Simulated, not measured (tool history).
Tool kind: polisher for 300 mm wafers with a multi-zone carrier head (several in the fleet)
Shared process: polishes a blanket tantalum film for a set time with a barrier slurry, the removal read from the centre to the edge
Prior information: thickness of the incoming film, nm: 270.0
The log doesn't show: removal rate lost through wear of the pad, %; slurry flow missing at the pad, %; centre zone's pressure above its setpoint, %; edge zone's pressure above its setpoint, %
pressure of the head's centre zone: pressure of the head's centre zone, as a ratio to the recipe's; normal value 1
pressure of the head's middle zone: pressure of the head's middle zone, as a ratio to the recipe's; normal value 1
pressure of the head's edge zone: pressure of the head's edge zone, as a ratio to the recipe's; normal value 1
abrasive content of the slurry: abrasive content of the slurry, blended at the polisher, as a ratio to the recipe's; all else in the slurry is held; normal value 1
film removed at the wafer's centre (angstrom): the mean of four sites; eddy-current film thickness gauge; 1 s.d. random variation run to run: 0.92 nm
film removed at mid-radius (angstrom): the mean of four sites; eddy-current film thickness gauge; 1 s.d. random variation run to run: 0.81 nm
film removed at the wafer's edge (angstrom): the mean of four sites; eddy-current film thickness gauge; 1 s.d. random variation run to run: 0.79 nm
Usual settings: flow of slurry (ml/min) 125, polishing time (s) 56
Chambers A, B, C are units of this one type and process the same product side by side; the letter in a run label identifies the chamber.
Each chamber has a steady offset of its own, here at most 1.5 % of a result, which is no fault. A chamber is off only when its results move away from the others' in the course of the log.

run     day  flow of slurry (ml/min)  pressure of the head's centre zone  pressure of the head's middle zone  pressure of the head's edge zone  abrasive content of the slurry  polishing time (s)  wafers polished on this pad  hours since the slurry nozzle was cleaned  hours since the centre zone pressure was calibrated  hours since the edge zone pressure was calibrated  film removed at the wafer's centre (angstrom)  film removed at mid-radius (angstrom)  film removed at the wafer's edge (angstrom)
 1C   0.462                      125                                   1                                   1                                 1                               1                  56                          220                                      359.5                                                583.1                                               78.9                                         642.37                                 659.97                                       653.29
      0.533  -- chamber B: worn pad replaced by a new one
 2B    0.85                      125                                   1                                   1                                 1                               1                  56                           87                                      543.7                                                495.7                                              161.6                                         653.89                                 646.67                                       676.61
 3A   1.379                      125                                   1                                   1                                 1                               1                  56                          911                                      613.3                                                481.2                                              493.7                                         659.13                                 666.13                                       661.69
 4C    1.95                      125                                   1                                   1                                 1                               1                  56                          625                                      395.2                                                618.8                                              114.6                                         641.83                                 675.01                                       660.62
 5B   2.538                      125                                   1                                   1                                 1                               1                  56                          545                                      584.2                                                536.2                                              202.1                                         637.63                                 654.71                                       678.21
 6A   2.879                      125                                   1                                   1                                 1                               1                  56                         1319                                      649.3                                                517.2                                              529.7                                         650.16                                  651.5                                       652.08
      3.121  -- chamber C: worn pad replaced by a new one
 7A   3.146                      125                                   1                                   1                                 1                               1                  56                         1391                                      655.7                                                523.6                                              536.1                                         662.36                                 663.48                                       666.72
      3.204  -- chamber A: slurry nozzle cleaned
 8C   3.567                      125                                   1                                   1                                 1                               1                  56                          121                                        434                                                657.6                                              153.4                                         667.75                                 655.43                                       654.56
      3.721  -- chamber B: worn pad replaced by a new one
 9B   4.008                      125                                   1                                   1                                 1                               1                  56                           78                                      619.5                                                571.5                                              237.4                                         652.76                                 660.27                                       660.94
      4.279  -- chamber C: slurry nozzle cleaned
10B   4.425                      125                                   1                                   1                                 1                               1                  56                          191                                      629.5                                                581.5                                              247.4                                         640.22                                 646.95                                        663.4
11C   4.962                      125                                   1                                   1                                 1                               1                  56                          500                                       16.4                                                691.1                                              186.9                                         670.91                                 680.48                                       677.16
12A   5.496                      125                                   1                                   1                                 1                               1                  56                         2030                                       55.1                                                  580                                              592.5                                         656.96                                 656.77                                       654.32
13A       6                      125                                   1                                   1                                 1                               1                  56                         2167                                       67.2                                                592.1                                              604.6                                         635.55                                 661.08                                       643.82
14C   6.508                      125                                   1                                   1                                 1                               1                  56                          920                                       53.5                                                728.2                                                224                                         669.73                                 657.34                                       671.17
15B     7.1                      125                                   1                                   1                               0.9                               1                  56                          918                                      693.7                                                645.7                                              311.6                                         655.78                                 650.58                                       643.37
      7.217  -- chamber C: worn pad replaced by a new one
16B   7.608                      125                                   1                                   1                               0.9                               1                  56                         1056                                      705.9                                                657.9                                              323.8                                         656.69                                 652.38                                       622.67
      7.633  -- chamber B: worn pad replaced by a new one
17C       8                      125                                   1                                   1                               0.9                               1                  56                          213                                       89.3                                                  764                                              259.8                                         658.28                                 678.87                                       626.48
18A   8.354                      125                                   1                                   1                                 1                               1                  56                         2806                                      123.7                                                648.6                                              661.1                                         630.85                                  638.3                                       627.89
19A   8.846                      125                                   1                                   1                                 1                               1                  56                         2940                                      135.5                                                660.4                                              672.9                                         631.69                                 655.07                                       640.48
20C   9.254                      125                                   1                                   1                                 1                               1                  56                          554                                      119.4                                                794.1                                              289.9                                          660.4                                 676.83                                          665
21B   9.542                      125                                   1                                   1                                 1                               1                  56                          519                                      752.3                                                704.3                                              370.2                                         652.96                                 664.05                                       670.12
22B   9.896                      125                                   1                                   1                                 1                               1                  56                          615                                      760.8                                                712.8                                              378.7                                         662.37                                 660.47                                       683.03
      9.929  -- chamber B: edge zone pressure recalibrated
23C  10.292                      125                                   1                                   1                                 1                               1                  56                          835                                      144.3                                                  819                                              314.8                                          654.9                                 674.19                                        665.5
24A  10.638                      125                                   1                                   1                                 1                            0.85                  56                         3427                                      178.5                                                703.4                                              715.9                                         601.96                                 594.97                                       590.88
     10.646  -- chamber C: worn pad replaced by a new one
     10.804  -- chamber B: worn pad replaced by a new one
25A  11.188                      125                                   1                                   1                                 1                            0.85                  56                         3576                                      191.7                                                716.6                                              729.1                                         599.91                                 595.41                                        597.5
       11.7  -- chamber C: edge zone pressure recalibrated
26B  11.717                      125                                   1                                   1                                 1                            0.85                  56                          249                                      804.5                                                756.5                                               42.9                                         617.62                                 618.84                                        631.7
27C  12.225                      125                                   1                                   1                                 1                               1                  56                          429                                      190.7                                                865.4                                               12.6                                         653.97                                 667.12                                       662.65
28A  12.783                      125                                   1                                   1                                 1                               1                  56                         4010                                        230                                                754.9                                              767.4                                         630.31                                 628.46                                       631.07
29C  13.375                      125                                   1                                   1                                 1                               1                  56                          741                                      218.3                                                  893                                               40.2                                         667.75                                 657.63                                       649.32
30B  13.942                      125                                0.95                                   1                                 1                               1                  64                          853                                      857.9                                                809.9                                               96.3                                         695.95                                 753.73                                       754.42
     14.221  -- chamber C: worn pad replaced by a new one
31A   14.45                      125                                0.95                                   1                                 1                               1                  64                         4463                                        270                                                794.9                                              807.4                                         671.56                                  700.1                                       709.09
     14.621  -- chamber B: worn pad replaced by a new one
32C  14.992                      125                                0.95                                   1                                 1                               1                  64                          209                                      257.1                                                931.8                                                 79                                         717.74                                 766.85                                       746.46
33B  15.338                      125                                   1                                   1                                 1                               1                  56                          195                                      891.4                                                843.4                                              129.8                                         655.66                                 653.25                                       680.82
34A    15.9                      125                                   1                                   1                                 1                               1                  56                         4856                                      304.8                                                829.7                                              842.2                                         616.66                                  612.4                                       613.21
     16.017  -- chamber A: edge zone pressure recalibrated
35C   16.45                      125                                   1                                   1                                 1                               1                  56                          605                                      292.1                                                966.8                                                114                                         653.54                                 669.63                                       666.28
36B  17.004                      125                                   1                                   1                                 1                               1                  56                          648                                      931.4                                                883.4                                              169.8                                         661.03                                 661.17                                       645.78
37A  17.512                      125                                   1                                   1                                 1                               1                  56                         5295                                      343.5                                                868.4                                               35.9                                         607.19                                 597.51                                       604.99
     17.658  -- chamber C: worn pad replaced by a new one
38C  18.083                      125                                   1                                   1                                 1                               1                  56                          116                                      331.3                                                 1006                                              153.2                                         668.94                                 661.26                                       663.23

The same settings go to every chamber for the next run, one line per chamber below. Forecast the results for each:
39A  18.512                      125                                   1                                   1                                 1                               1                  56                                                                                                                                                                                                                              ?                                      ?                                            ?
39B  18.512                      125                                   1                                   1                                 1                               1                  56                                                                                                                                                                                                                              ?                                      ?                                            ?
39C  18.512                      125                                   1                                   1                                 1                               1                  56                                                                                                                                                                                                                              ?                                      ?                                            ?

run  film removed at the wafer's centre (angstrom)  film removed at mid-radius (angstrom)  film removed at the wafer's edge (angstrom)
39A                                         600.54                                 606.57                                       599.22
39B                                         637.94                                 646.85                                       673.56
39C                                         652.64                                 675.39                                       646.71
